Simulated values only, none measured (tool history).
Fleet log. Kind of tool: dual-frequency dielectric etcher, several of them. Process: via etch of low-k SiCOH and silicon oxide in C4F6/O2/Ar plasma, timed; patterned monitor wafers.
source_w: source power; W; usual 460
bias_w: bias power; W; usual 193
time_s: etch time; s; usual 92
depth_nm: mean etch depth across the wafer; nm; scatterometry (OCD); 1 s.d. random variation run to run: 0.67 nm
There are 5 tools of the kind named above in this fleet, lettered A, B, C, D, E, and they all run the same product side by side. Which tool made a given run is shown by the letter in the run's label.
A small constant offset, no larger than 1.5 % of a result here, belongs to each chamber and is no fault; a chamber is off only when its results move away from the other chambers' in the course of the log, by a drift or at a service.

run,day,source_w,bias_w,time_s,"read-back reference wafer on the same gauge, depth_nm",depth_nm
1A,0.354,460,193,92,314.12,280.80
2E,0.604,460,193,92,314.00,276.23
3D,0.900,460,193,92,313.78,277.20
4C,1.317,460,193,92,313.94,274.50
5B,1.775,460,193,92,314.14,276.26
6E,2.196,460,193,92,313.95,275.09
7B,2.442,460,193,92,313.91,275.45
8A,2.746,460,193,92,314.19,280.42
9C,3.083,460,193,92,313.86,274.41
10D,3.425,460,193,92,313.97,276.52
11E,3.838,460,193,92,313.98,276.46
12B,4.267,350,157,92,313.98,232.75
13C,4.679,350,157,92,313.92,231.81
14A,4.971,350,157,92,313.89,237.22
15D,5.238,350,157,92,313.99,231.97
16A,5.588,350,157,92,313.98,237.31
17D,6.021,460,193,92,313.97,277.58
18E,6.475,460,193,92,313.91,274.59
19B,6.750,460,193,92,313.71,279.73
# day 6.767: chamber C: bias power generator calibrated
20C,7.046,460,193,92,314.00,274.67
21C,7.258,460,193,92,314.15,274.64
22B,7.675,460,193,92,313.93,280.23
23D,7.929,460,193,92,314.15,276.55
24A,8.183,460,193,92,314.13,279.45
25E,8.562,460,193,92,313.90,276.09
26D,8.775,460,193,92,313.88,276.72
27C,9.012,460,193,92,313.98,274.82
28B,9.338,460,193,92,314.03,281.33
29E,9.558,460,193,92,314.12,274.89
30A,9.946,460,193,92,313.84,281.32
31B,10.162,460,193,92,313.89,283.13
32C,10.421,460,193,92,313.99,274.66
33D,10.754,460,193,92,313.87,277.55
34E,11.108,460,193,92,313.95,274.59
35A,11.408,460,193,92,313.92,281.68
36B,11.646,510,193,113,314.07,362.81

All 5 chambers run these settings next. Forecast each chamber's results:
37A,11.975,460,193,92,,?
37B,11.975,460,193,92,,?
37C,11.975,460,193,92,,?
37D,11.975,460,193,92,,?
37E,11.975,460,193,92,,?

run,depth_nm
37A,279.89
37B,284.26
37C,274.21
37D,278.11
37E,275.35

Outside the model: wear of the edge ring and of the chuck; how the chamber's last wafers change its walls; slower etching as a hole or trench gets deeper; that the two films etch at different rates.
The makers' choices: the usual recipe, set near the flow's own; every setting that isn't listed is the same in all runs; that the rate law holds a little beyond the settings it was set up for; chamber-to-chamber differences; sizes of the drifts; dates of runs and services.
